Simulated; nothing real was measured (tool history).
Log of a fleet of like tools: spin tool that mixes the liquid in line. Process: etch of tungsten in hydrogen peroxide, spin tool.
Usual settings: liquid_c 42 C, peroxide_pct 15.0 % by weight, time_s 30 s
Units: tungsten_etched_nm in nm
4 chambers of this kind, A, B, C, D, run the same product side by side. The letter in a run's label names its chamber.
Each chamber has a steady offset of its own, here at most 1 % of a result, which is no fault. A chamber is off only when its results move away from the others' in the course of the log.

run,day,liquid_c,peroxide_pct,time_s,hours since the thermometer was replaced,hours since the peroxide flow meter was replaced,hours since the heated supply line was repaired,hours since the drum of peroxide was connected,"read-back film thickness of the tungsten reference wafer, read on the same gauge (nm)",tungsten_etched_nm
# day 0.542: chamber B: heated supply line repaired
1B,0.646,42,15.0,30,486.2,778.7,2.5,34.4,149.97,20.700
2D,1.100,42,15.0,30,1297.7,1582.2,1538.7,153.8,149.98,20.694
3A,1.642,42,15.0,30,1976.3,86.0,2149.7,358.6,150.04,20.435
4C,2.217,42,15.0,30,1797.2,916.8,679.7,71.0,150.02,20.473
5A,2.871,42,15.0,30,2005.8,115.5,2179.2,388.1,150.01,20.429
6C,3.375,42,15.0,15,1825.0,944.6,707.5,98.8,149.98,10.176
7B,3.742,42,15.0,15,560.5,853.0,76.8,108.7,150.01,10.314
8D,4.312,42,15.0,15,1374.8,1659.3,1615.8,230.9,150.00,10.286
9D,4.962,42,15.0,15,1390.4,1674.9,1631.4,246.5,149.97,10.244
10A,5.508,42,15.0,30,2069.1,178.8,2242.5,451.4,150.03,20.806
11C,5.950,42,15.0,30,1886.8,1006.4,769.3,160.6,150.01,20.112
# day 6.242: chamber A: new drum of peroxide connected
12B,6.421,42,15.0,30,624.8,917.3,141.1,173.0,149.97,20.604
13D,6.921,42,15.0,30,1437.4,1721.9,1678.4,293.5,149.97,20.332
14C,7.325,42,15.0,30,1919.8,1039.4,802.3,193.6,150.00,20.367
15A,7.646,42,15.0,30,2120.4,230.1,2293.8,33.8,150.00,21.057
16B,8.050,42,15.0,30,663.9,956.4,180.2,212.1,150.00,20.786
17D,8.638,42,15.0,30,1478.6,1763.1,1719.6,334.7,150.02,20.859
18B,9.275,42,15.0,30,693.3,985.8,209.6,241.5,149.98,20.377
19A,9.696,42,15.0,30,2169.6,279.3,2343.0,83.0,150.03,20.791
20C,10.112,42,15.0,30,1986.7,1106.3,869.2,260.5,149.97,20.008
21C,10.450,42,15.0,30,1994.8,1114.4,877.3,268.6,149.96,19.590
22D,10.800,46,12.5,30,1530.5,1815.0,1771.5,386.6,150.01,24.256
23B,11.171,46,12.5,30,738.8,1031.3,255.1,287.0,150.01,24.255
24A,11.642,46,12.5,30,2216.3,326.0,2389.7,129.7,150.02,24.511
25C,12.271,46,12.5,30,2038.5,1158.1,921.0,312.3,150.00,23.009
26B,12.650,42,12.0,30,774.3,1066.8,290.6,322.5,150.00,18.405
# day 12.962: chamber A: heated supply line repaired
27D,13.275,42,12.0,30,1589.9,1874.4,1830.9,446.0,149.97,18.348
28A,13.604,42,12.0,30,2263.4,373.1,15.4,176.8,149.99,18.623
29A,14.088,42,12.0,30,2275.0,384.7,27.0,188.4,149.99,18.705
30D,14.500,42,15.0,30,1619.3,1903.8,1860.3,475.4,150.00,20.539
31C,15.029,42,15.0,30,2104.7,1224.3,987.2,378.5,150.01,19.521

Is one chamber off against the others, does the gauge drift, or is nothing wrong? If a chamber is off, say which, and what the likeliest cause is.

Chamber C drifts away from the others.
Cause: temperature lost on the way to the wafer (K) = 1.17.
The log may not tell that from: liquid colder than its thermometer reads (K); peroxide flow below the setpoint (%).

Here are 4 candidates for chamber C's next run, each the usual settings with a change, their results left as question marks. Which one brings its results back in line with what the others give on the usual settings?
In line means no further than this from the other chambers' mean on the usual settings: tungsten_etched_nm 0.620 nm
32C-1,15.512,42.0,17.5,30,,,,,,?
32C-2,15.512,42.0,15.5,30,,,,,,?
32C-3,15.512,41.0,15.0,30,,,,,,?
32C-4,15.512,41.5,15.0,30,,,,,,?

The other chambers' mean on the usual settings: tungsten_etched_nm 20.668 nm
run,tungsten_etched_nm
32C-1,20.696
32C-2,19.470
32C-3,17.947
32C-4,18.540
32C-1 brings the chamber back in line.

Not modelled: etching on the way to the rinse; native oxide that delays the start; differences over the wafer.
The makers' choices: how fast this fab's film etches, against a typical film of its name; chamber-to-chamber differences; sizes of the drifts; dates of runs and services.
